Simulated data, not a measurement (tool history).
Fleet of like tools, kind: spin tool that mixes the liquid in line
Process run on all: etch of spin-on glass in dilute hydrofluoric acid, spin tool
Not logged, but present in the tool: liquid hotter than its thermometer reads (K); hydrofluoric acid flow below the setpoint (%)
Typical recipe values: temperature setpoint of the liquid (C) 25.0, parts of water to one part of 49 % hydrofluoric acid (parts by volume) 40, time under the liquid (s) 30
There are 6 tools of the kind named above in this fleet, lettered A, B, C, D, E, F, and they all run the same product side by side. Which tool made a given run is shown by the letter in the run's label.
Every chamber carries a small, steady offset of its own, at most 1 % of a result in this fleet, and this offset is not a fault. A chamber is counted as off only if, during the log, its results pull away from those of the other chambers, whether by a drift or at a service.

run	hour	temperature setpoint of the liquid (C)	parts of water to one part of 49 % hydrofluoric acid (parts by volume)	time under the liquid (s)	hours since the thermometer was replaced	hours since the hydrofluoric acid flow meter was replaced	read-back film thickness of the spin-on glass reference wafer, read on the same gauge (nm)	thickness taken off the spin-on glass on a monitor wafer (angstrom)
1D	8.9	25.0	40	30	1780.2	1066.1	29.990	226.06
2E	13.9	25.0	40	30	1420.2	802.0	30.005	226.97
3C	22.6	25.0	40	30	1126.6	448.3	29.994	226.01
4A	26.8	25.0	40	30	1687.6	46.3	29.978	227.23
5B	35.4	29.5	55	30	729.1	1068.2	30.012	191.61
6F	44.1	29.5	55	30	472.5	733.1	29.997	194.72
# hour 51.2: chamber C: hydrofluoric acid flow meter replaced
7B	51.9	29.5	55	30	745.6	1084.7	30.002	193.05
8F	57.1	29.5	55	30	485.5	746.1	30.008	194.26
9E	62.3	29.5	55	30	1468.6	850.4	29.990	193.20
10A	68.5	29.5	55	30	1729.3	88.0	29.992	193.62
11C	76.0	25.0	40	30	1180.0	24.9	29.996	225.89
12D	83.9	25.0	40	30	1855.2	1141.1	30.002	226.35
13F	88.7	25.0	25	15	517.1	777.7	29.985	183.50
14B	96.0	25.0	25	15	789.7	1128.8	29.997	185.35
15C	104.5	25.0	25	15	1208.5	53.4	29.999	183.99
16D	112.4	25.0	25	15	1883.7	1169.6	29.999	185.05
17E	119.4	25.0	25	15	1525.7	907.5	29.983	187.26
18A	126.1	25.0	25	15	1786.9	145.6	29.998	184.61
19F	132.1	25.0	40	30	560.5	821.1	30.006	225.48
20A	136.6	25.0	40	30	1797.4	156.1	30.005	226.51
21B	144.2	25.0	40	30	837.9	1177.0	29.999	227.75
22D	148.7	25.0	40	30	1920.0	1205.9	30.013	224.69
# hour 153.1: chamber A: thermometer replaced
23C	155.4	25.0	40	30	1259.4	104.3	29.996	225.89
24E	164.0	25.0	40	30	1570.3	952.1	29.992	225.79
25B	172.9	25.0	60	40	866.6	1205.7	29.983	198.64
26D	180.2	25.0	60	40	1951.5	1237.4	30.019	194.80
27A	186.6	25.0	60	40	33.5	206.1	30.009	196.46
28E	194.6	25.0	60	40	1600.9	982.7	30.005	195.54
29F	202.7	25.0	60	40	631.1	891.7	30.002	197.77
30C	208.1	25.0	60	40	1312.1	157.0	30.018	194.81
31C	213.9	25.0	40	30	1317.9	162.8	29.999	227.74
32B	220.8	25.0	40	30	914.5	1253.6	30.002	232.94
33F	226.0	25.0	40	30	654.4	915.0	30.014	227.89
34D	231.4	25.0	40	30	2002.7	1288.6	30.010	226.68
35E	236.3	25.0	40	30	1642.6	1024.4	30.003	226.31
36A	245.1	25.0	40	30	92.0	264.6	30.007	227.33

For the next run the whole fleet of 6 chambers uses the same settings. Give each chamber's results:
37A	251.6	25.0	50	30				?
37B	251.6	25.0	50	30				?
37C	251.6	25.0	50	30				?
37D	251.6	25.0	50	30				?
37E	251.6	25.0	50	30				?
37F	251.6	25.0	50	30				?

run	thickness taken off the spin-on glass on a monitor wafer (angstrom)
37A	179.50
37B	186.27
37C	179.79
37D	178.21
37E	176.85
37F	180.25

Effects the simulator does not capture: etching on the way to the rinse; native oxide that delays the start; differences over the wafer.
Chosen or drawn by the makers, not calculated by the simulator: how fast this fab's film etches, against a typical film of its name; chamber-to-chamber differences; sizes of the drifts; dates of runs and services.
